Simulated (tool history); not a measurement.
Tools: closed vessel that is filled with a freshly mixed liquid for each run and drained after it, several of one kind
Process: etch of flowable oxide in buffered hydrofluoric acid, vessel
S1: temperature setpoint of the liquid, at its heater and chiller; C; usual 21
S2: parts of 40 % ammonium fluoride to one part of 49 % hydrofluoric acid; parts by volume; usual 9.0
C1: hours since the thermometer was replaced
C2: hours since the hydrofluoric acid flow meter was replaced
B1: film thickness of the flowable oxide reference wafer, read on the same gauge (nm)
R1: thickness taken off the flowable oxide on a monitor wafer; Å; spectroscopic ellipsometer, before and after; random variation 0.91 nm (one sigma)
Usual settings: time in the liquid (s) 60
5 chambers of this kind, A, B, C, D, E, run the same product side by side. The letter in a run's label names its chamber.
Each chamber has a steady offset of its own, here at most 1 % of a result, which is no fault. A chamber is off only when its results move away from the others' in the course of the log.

{"run": "1E", "hour": 4.1, "S1": 21, "S2": 9.0, "time in the liquid (s)": 60, "C1": 1402.5, "C2": 295.0, "B1": 59.979, "R1": 1287.7}
{"run": "2A", "hour": 11.1, "S1": 21, "S2": 9.0, "time in the liquid (s)": 60, "C1": 503.5, "C2": 1429.9, "B1": 59.961, "R1": 1309.6}
{"run": "3C", "hour": 16.4, "S1": 21, "S2": 9.0, "time in the liquid (s)": 60, "C1": 1285.1, "C2": 152.6, "B1": 60.019, "R1": 1312.6}
{"run": "4D", "hour": 23.5, "S1": 21, "S2": 9.0, "time in the liquid (s)": 60, "C1": 971.6, "C2": 938.9, "B1": 60.015, "R1": 1315.2}
{"run": "5B", "hour": 31.1, "S1": 21, "S2": 9.0, "time in the liquid (s)": 60, "C1": 2725.5, "C2": 773.4, "B1": 60.001, "R1": 1292.4}
{"run": "6C", "hour": 38.3, "S1": 21, "S2": 9.0, "time in the liquid (s)": 60, "C1": 1307.0, "C2": 174.5, "B1": 59.991, "R1": 1315.0}
{"run": "7D", "hour": 44.6, "S1": 21, "S2": 9.0, "time in the liquid (s)": 60, "C1": 992.7, "C2": 960.0, "B1": 60.004, "R1": 1302.5}
{"run": "8E", "hour": 51.1, "S1": 21, "S2": 9.0, "time in the liquid (s)": 60, "C1": 1449.5, "C2": 342.0, "B1": 59.993, "R1": 1309.3}
{"run": "9A", "hour": 57.8, "S1": 21, "S2": 9.0, "time in the liquid (s)": 60, "C1": 550.2, "C2": 1476.6, "B1": 59.995, "R1": 1288.7}
{"run": "10B", "hour": 66.1, "S1": 21, "S2": 9.0, "time in the liquid (s)": 60, "C1": 2760.5, "C2": 808.4, "B1": 60.009, "R1": 1302.4}
{"run": "11E", "hour": 73.5, "S1": 21, "S2": 10.5, "time in the liquid (s)": 60, "C1": 1471.9, "C2": 364.4, "B1": 59.986, "R1": 1159.3}
{"run": "12D", "hour": 78.7, "S1": 21, "S2": 10.5, "time in the liquid (s)": 60, "C1": 1026.8, "C2": 994.1, "B1": 60.004, "R1": 1161.2}
{"run": "13B", "hour": 86.2, "S1": 21, "S2": 10.5, "time in the liquid (s)": 60, "C1": 2780.6, "C2": 828.5, "B1": 60.001, "R1": 1146.0}
{"run": "14C", "hour": 91.3, "S1": 21, "S2": 10.5, "time in the liquid (s)": 60, "C1": 1360.0, "C2": 227.5, "B1": 59.989, "R1": 1166.3}
{"run": "15A", "hour": 95.8, "S1": 21, "S2": 10.5, "time in the liquid (s)": 60, "C1": 588.2, "C2": 1514.6, "B1": 60.014, "R1": 1141.3}
{"run": "16C", "hour": 102.0, "S1": 21, "S2": 9.0, "time in the liquid (s)": 60, "C1": 1370.7, "C2": 238.2, "B1": 60.011, "R1": 1322.7}
{"run": "17E", "hour": 110.5, "S1": 21, "S2": 9.0, "time in the liquid (s)": 60, "C1": 1508.9, "C2": 401.4, "B1": 60.031, "R1": 1283.3}
{"hour": 115.0, "done": "chamber B: thermometer replaced"}
{"run": "18D", "hour": 115.8, "S1": 21, "S2": 9.0, "time in the liquid (s)": 60, "C1": 1063.9, "C2": 1031.2, "B1": 60.011, "R1": 1305.1}
{"run": "19A", "hour": 124.0, "S1": 21, "S2": 6.0, "time in the liquid (s)": 85, "C1": 616.4, "C2": 1542.8, "B1": 59.986, "R1": 2703.7}
{"run": "20B", "hour": 132.2, "S1": 21, "S2": 6.0, "time in the liquid (s)": 85, "C1": 17.2, "C2": 874.5, "B1": 59.976, "R1": 2759.7}
{"run": "21B", "hour": 137.8, "S1": 21, "S2": 6.0, "time in the liquid (s)": 85, "C1": 22.8, "C2": 880.1, "B1": 59.988, "R1": 2761.2}
{"run": "22A", "hour": 142.3, "S1": 21, "S2": 6.0, "time in the liquid (s)": 85, "C1": 634.7, "C2": 1561.1, "B1": 60.032, "R1": 2707.8}
{"run": "23E", "hour": 149.2, "S1": 21, "S2": 6.0, "time in the liquid (s)": 85, "C1": 1547.6, "C2": 440.1, "B1": 59.997, "R1": 2748.8}
{"run": "24D", "hour": 154.4, "S1": 21, "S2": 7.5, "time in the liquid (s)": 75, "C1": 1102.5, "C2": 1069.8, "B1": 59.971, "R1": 1982.3}
{"run": "25C", "hour": 160.5, "S1": 21, "S2": 7.5, "time in the liquid (s)": 75, "C1": 1429.2, "C2": 296.7, "B1": 60.008, "R1": 1994.4}
{"run": "26C", "hour": 164.5, "S1": 21, "S2": 7.5, "time in the liquid (s)": 75, "C1": 1433.2, "C2": 300.7, "B1": 60.008, "R1": 1999.7}
{"run": "27E", "hour": 172.6, "S1": 21, "S2": 7.5, "time in the liquid (s)": 75, "C1": 1571.0, "C2": 463.5, "B1": 59.999, "R1": 1969.4}
{"run": "28A", "hour": 176.6, "S1": 21, "S2": 7.5, "time in the liquid (s)": 75, "C1": 669.0, "C2": 1595.4, "B1": 60.006, "R1": 1886.5}
{"run": "29B", "hour": 184.8, "S1": 21, "S2": 9.0, "time in the liquid (s)": 60, "C1": 69.8, "C2": 927.1, "B1": 60.023, "R1": 1293.9}
{"run": "30D", "hour": 189.4, "S1": 17, "S2": 9.0, "time in the liquid (s)": 40, "C1": 1137.5, "C2": 1104.8, "B1": 60.009, "R1": 695.63}
{"run": "31A", "hour": 194.0, "S1": 17, "S2": 9.0, "time in the liquid (s)": 40, "C1": 686.4, "C2": 1612.8, "B1": 59.987, "R1": 671.64}
{"run": "32C", "hour": 200.8, "S1": 17, "S2": 9.0, "time in the liquid (s)": 40, "C1": 1469.5, "C2": 337.0, "B1": 59.999, "R1": 689.97}
{"run": "33D", "hour": 208.9, "S1": 17, "S2": 9.0, "time in the liquid (s)": 40, "C1": 1157.0, "C2": 1124.3, "B1": 59.986, "R1": 690.49}
{"run": "34B", "hour": 216.6, "S1": 17, "S2": 9.0, "time in the liquid (s)": 40, "C1": 101.6, "C2": 958.9, "B1": 60.008, "R1": 694.32}
{"run": "35E", "hour": 222.0, "S1": 21, "S2": 9.0, "time in the liquid (s)": 60, "C1": 1620.4, "C2": 512.9, "B1": 60.022, "R1": 1291.5}
{"run": "36C", "hour": 227.7, "S1": 21, "S2": 9.0, "time in the liquid (s)": 30, "C1": 1496.4, "C2": 363.9, "B1": 60.01, "R1": 654.59}
{"run": "37B", "hour": 234.8, "S1": 21, "S2": 9.0, "time in the liquid (s)": 30, "C1": 119.8, "C2": 977.1, "B1": 60.001, "R1": 654.49}
{"run": "38A", "hour": 240.9, "S1": 21, "S2": 9.0, "time in the liquid (s)": 30, "C1": 733.3, "C2": 1659.7, "B1": 60.002, "R1": 629.3}

All 5 chambers run these settings next. Forecast each chamber's results:
{"run": "39A", "hour": 247.1, "S1": 21, "S2": 6.5, "time in the liquid (s)": 60, "R1": "?"}
{"run": "39B", "hour": 247.1, "S1": 21, "S2": 6.5, "time in the liquid (s)": 60, "R1": "?"}
{"run": "39C", "hour": 247.1, "S1": 21, "S2": 6.5, "time in the liquid (s)": 60, "R1": "?"}
{"run": "39D", "hour": 247.1, "S1": 21, "S2": 6.5, "time in the liquid (s)": 60, "R1": "?"}
{"run": "39E", "hour": 247.1, "S1": 21, "S2": 6.5, "time in the liquid (s)": 60, "R1": "?"}

run=39A R1=1742.50
run=39B R1=1831.80
run=39C R1=1825.90
run=39D R1=1821.20
run=39E R1=1835.00
